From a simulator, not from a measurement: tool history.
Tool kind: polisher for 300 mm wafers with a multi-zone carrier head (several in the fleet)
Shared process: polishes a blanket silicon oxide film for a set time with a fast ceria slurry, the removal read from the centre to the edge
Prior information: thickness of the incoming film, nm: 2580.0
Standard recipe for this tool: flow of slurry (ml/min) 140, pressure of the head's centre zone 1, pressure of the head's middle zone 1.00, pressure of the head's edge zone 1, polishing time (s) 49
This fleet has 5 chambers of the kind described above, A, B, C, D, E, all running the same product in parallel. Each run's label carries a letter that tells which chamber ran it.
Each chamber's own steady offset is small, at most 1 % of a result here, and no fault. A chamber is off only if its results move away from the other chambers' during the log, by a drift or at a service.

| run | day | flow of slurry (ml/min) | pressure of the head's centre zone | pressure of the head's middle zone | pressure of the head's edge zone | polishing time (s) | film removed at the wafer's centre (Å) | film removed at mid-radius (Å) | film removed at the wafer's edge (Å) |
|---|---|---|---|---|---|---|---|---|---|
| 1E | 0.162 | 140 | 1 | 1.00 | 1 | 49 | 8983.5 | 9199.9 | 9179.9 |
| 2B | 0.388 | 140 | 1 | 1.00 | 1 | 49 | 9216.7 | 9231.8 | 9106.4 |
|  | 0.421 | chamber C: worn pad replaced by a new one |
| 3D | 0.496 | 140 | 1 | 1.00 | 1 | 49 | 9257.5 | 9165.3 | 9061.0 |
| 4A | 0.675 | 140 | 1 | 1.00 | 1 | 49 | 9042.5 | 9176.8 | 9353.3 |
| 5C | 0.800 | 140 | 1 | 1.00 | 1 | 49 | 8916.0 | 9230.4 | 8964.2 |
|  | 0.933 | chamber E: worn pad replaced by a new one |
| 6C | 0.954 | 140 | 1 | 1.00 | 1 | 49 | 9131.9 | 9140.1 | 9094.4 |
|  | 1.029 | chamber E: slurry nozzle cleaned |
| 7E | 1.175 | 140 | 1 | 1.00 | 1 | 49 | 9034.9 | 9064.2 | 8881.4 |
| 8B | 1.375 | 140 | 1 | 1.00 | 1 | 49 | 8986.4 | 9135.5 | 9089.8 |
| 9D | 1.533 | 140 | 1 | 1.00 | 1 | 49 | 9107.6 | 9025.2 | 9146.8 |
|  | 1.621 | chamber A: worn pad replaced by a new one |
| 10A | 1.638 | 140 | 1 | 1.00 | 1 | 49 | 9069.2 | 9195.5 | 9118.0 |
| 11E | 1.838 | 140 | 1 | 1.00 | 1 | 49 | 9136.0 | 8966.5 | 9035.6 |
| 12C | 2.025 | 140 | 1 | 1.00 | 1 | 59 | 11019.0 | 11205.0 | 10975.0 |
|  | 2.042 | chamber E: centre zone pressure recalibrated |
| 13B | 2.200 | 140 | 1 | 1.00 | 1 | 59 | 10872.0 | 11056.0 | 11076.0 |
| 14D | 2.400 | 140 | 1 | 1.00 | 1 | 59 | 11250.0 | 10923.0 | 11081.0 |
| 15A | 2.550 | 140 | 1 | 1.00 | 1 | 59 | 10617.0 | 11012.0 | 11082.0 |
| 16E | 2.696 | 140 | 1 | 1.00 | 1 | 59 | 10920.0 | 11136.0 | 11165.0 |
| 17B | 2.929 | 140 | 1 | 1.00 | 1 | 49 | 9050.3 | 9011.5 | 9297.7 |
| 18D | 3.133 | 140 | 1 | 1.00 | 1 | 49 | 9053.8 | 9083.5 | 9138.6 |
|  | 3.242 | chamber C: worn pad replaced by a new one |
| 19C | 3.350 | 125 | 1 | 0.91 | 1 | 49 | 8915.8 | 8355.0 | 9139.5 |
|  | 3.383 | chamber E: worn pad replaced by a new one |
|  | 3.488 | chamber D: worn pad replaced by a new one |
| 20A | 3.488 | 125 | 1 | 0.91 | 1 | 49 | 8857.1 | 8155.0 | 9114.7 |
| 21C | 3.638 | 125 | 1 | 0.91 | 1 | 49 | 8971.7 | 8078.2 | 9034.0 |
|  | 3.729 | chamber B: worn pad replaced by a new one |
| 22A | 3.792 | 125 | 1 | 0.91 | 1 | 49 | 8819.5 | 8144.4 | 9146.5 |
| 23B | 4.012 | 125 | 1 | 0.91 | 1 | 49 | 8809.8 | 8288.2 | 8989.5 |
| 24D | 4.121 | 140 | 1 | 1.00 | 1 | 49 | 9269.2 | 9168.7 | 9112.9 |
| 25E | 4.250 | 140 | 1 | 1.00 | 1 | 49 | 8987.8 | 9275.1 | 9058.8 |
|  | 4.450 | chamber A: worn pad replaced by a new one |
| 26D | 4.454 | 140 | 1 | 1.00 | 1 | 49 | 9171.6 | 9117.1 | 9274.5 |
| 27C | 4.679 | 140 | 1 | 1.00 | 1 | 49 | 9296.3 | 9122.1 | 9065.1 |
| 28B | 4.800 | 140 | 1 | 1.09 | 1 | 49 | 9049.1 | 10011.0 | 9204.2 |
| 29A | 4.921 | 140 | 1 | 1.09 | 1 | 49 | 9014.1 | 10074.0 | 9089.2 |
| 30E | 5.138 | 140 | 1 | 1.09 | 1 | 49 | 9118.2 | 9858.6 | 9016.0 |
| 31A | 5.288 | 140 | 1 | 1.09 | 1 | 49 | 9047.7 | 9801.6 | 9218.3 |
| 32C | 5.421 | 140 | 1 | 1.09 | 1 | 49 | 9026.1 | 9734.5 | 9173.1 |
| 33E | 5.625 | 140 | 1 | 1.00 | 1 | 49 | 9090.9 | 9197.1 | 8951.0 |
|  | 5.629 | chamber C: edge zone pressure recalibrated |
|  | 5.712 | chamber A: centre zone pressure recalibrated |
|  | 5.742 | chamber E: worn pad replaced by a new one |
| 34D | 5.788 | 140 | 1 | 1.00 | 1 | 44 | 8205.7 | 8308.0 | 8268.5 |
| 35B | 6.008 | 140 | 1 | 1.00 | 1 | 44 | 8231.8 | 8157.1 | 8346.3 |
| 36B | 6.125 | 140 | 1 | 1.00 | 1 | 44 | 8127.8 | 8105.5 | 8225.8 |
| 37E | 6.271 | 140 | 1 | 1.00 | 1 | 44 | 8245.1 | 7927.5 | 8063.5 |
|  | 6.304 | chamber C: worn pad replaced by a new one |
| 38A | 6.446 | 140 | 1 | 1.00 | 1 | 44 | 8230.9 | 8100.8 | 8302.9 |
| 39D | 6.579 | 140 | 1 | 1.00 | 1 | 49 | 9051.9 | 9032.9 | 9390.6 |
| 40C | 6.738 | 140 | 1 | 1.00 | 1 | 49 | 9035.9 | 9337.8 | 9062.8 |
| 41B | 6.942 | 140 | 1 | 1.00 | 1 | 49 | 9169.8 | 8996.7 | 9075.4 |
| 42D | 7.100 | 140 | 1 | 0.92 | 1 | 43 | 7924.2 | 7474.1 | 8003.5 |
| 43C | 7.292 | 140 | 1 | 0.92 | 1 | 43 | 7968.1 | 7466.3 | 8141.0 |
| 44E | 7.433 | 140 | 1 | 0.92 | 1 | 43 | 8002.1 | 7415.7 | 8080.2 |

Each of the 5 chambers runs these same settings next. Fill in every chamber's results:
| 45A | 7.608 | 140 | 1 | 1.00 | 1 | 33 | ? | ? | ? |
| 45B | 7.608 | 140 | 1 | 1.00 | 1 | 33 | ? | ? | ? |
| 45C | 7.608 | 140 | 1 | 1.00 | 1 | 33 | ? | ? | ? |
| 45D | 7.608 | 140 | 1 | 1.00 | 1 | 33 | ? | ? | ? |
| 45E | 7.608 | 140 | 1 | 1.00 | 1 | 33 | ? | ? | ? |

| run | film removed at the wafer's centre (Å) | film removed at mid-radius (Å) | film removed at the wafer's edge (Å) |
|---|---|---|---|
| 45A | 6166.0 | 6176.4 | 6002.4 |
| 45B | 6145.2 | 6177.8 | 6123.8 |
| 45C | 6060.4 | 6281.4 | 6204.3 |
| 45D | 6105.1 | 6081.0 | 6117.7 |
| 45E | 6078.5 | 6075.8 | 6260.4 |
